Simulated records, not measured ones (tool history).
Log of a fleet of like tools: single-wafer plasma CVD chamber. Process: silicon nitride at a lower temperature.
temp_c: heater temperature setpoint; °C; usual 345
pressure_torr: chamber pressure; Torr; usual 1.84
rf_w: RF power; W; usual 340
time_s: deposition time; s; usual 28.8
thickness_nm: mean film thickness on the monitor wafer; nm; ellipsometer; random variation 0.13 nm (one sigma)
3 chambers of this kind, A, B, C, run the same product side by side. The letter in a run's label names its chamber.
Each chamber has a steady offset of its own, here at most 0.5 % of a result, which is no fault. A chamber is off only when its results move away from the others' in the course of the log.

run,day,temp_c,pressure_torr,rf_w,time_s,"read-back reference wafer on the same gauge, thickness_nm",thickness_nm
1A,0.267,345,1.84,340,28.8,45.137,38.268
2C,0.429,345,1.84,340,28.8,45.104,38.230
3B,0.629,345,1.84,340,28.8,45.080,38.225
4B,0.862,345,1.84,340,28.8,45.097,38.477
5A,1.167,345,1.84,340,28.8,45.100,38.134
6C,1.433,345,1.84,340,28.8,45.118,38.404
7A,1.733,345,1.84,340,28.8,45.125,38.067
8C,1.908,345,1.84,340,28.8,45.076,38.431
9B,2.221,345,1.84,340,28.8,45.055,38.315
10B,2.392,345,1.84,340,28.8,45.099,38.400
11C,2.629,345,1.84,340,28.8,45.119,38.164
12A,2.829,345,1.84,340,28.8,45.117,38.465
13B,3.083,345,1.84,340,28.8,45.143,38.318
14C,3.271,345,1.84,295,28.8,45.141,35.074
15A,3.471,345,1.84,295,28.8,45.112,34.815
16A,3.608,345,1.84,295,28.8,45.085,34.820
17C,3.842,345,1.84,340,28.8,45.047,38.444
18B,4.033,338,1.84,340,28.8,45.117,38.338
19C,4.225,338,1.84,340,28.8,45.108,38.347
20A,4.417,338,1.84,340,28.8,45.150,38.614
21B,4.600,345,1.84,340,28.8,45.112,38.082
22A,4.833,345,1.84,340,28.8,45.109,38.315
23C,5.133,345,1.84,340,28.8,45.104,38.417
24B,5.271,345,1.84,340,28.8,45.159,38.360
# day 5.554: chamber B: thermocouple changed; heater temperature recalibrated
25B,5.554,354,1.84,300,28.8,45.085,35.147
26C,5.771,354,1.84,300,28.8,45.096,35.132
27A,5.933,354,1.84,300,28.8,45.118,34.823
28B,6.167,345,1.84,340,28.8,45.090,38.266
29C,6.483,345,1.84,365,23.3,45.154,32.611
30A,6.800,345,1.84,365,23.3,45.070,32.595
31A,7.108,345,1.84,365,23.3,45.096,32.713
32B,7.279,345,1.84,340,28.8,45.084,38.023
33C,7.521,345,1.84,340,28.8,45.109,38.348

Next, every chamber runs the same settings. What will each give?
34A,7.750,345,1.40,340,28.8,,?
34B,7.750,345,1.40,340,28.8,,?
34C,7.750,345,1.40,340,28.8,,?

run,thickness_nm
34A,35.256
34B,35.345
34C,35.608

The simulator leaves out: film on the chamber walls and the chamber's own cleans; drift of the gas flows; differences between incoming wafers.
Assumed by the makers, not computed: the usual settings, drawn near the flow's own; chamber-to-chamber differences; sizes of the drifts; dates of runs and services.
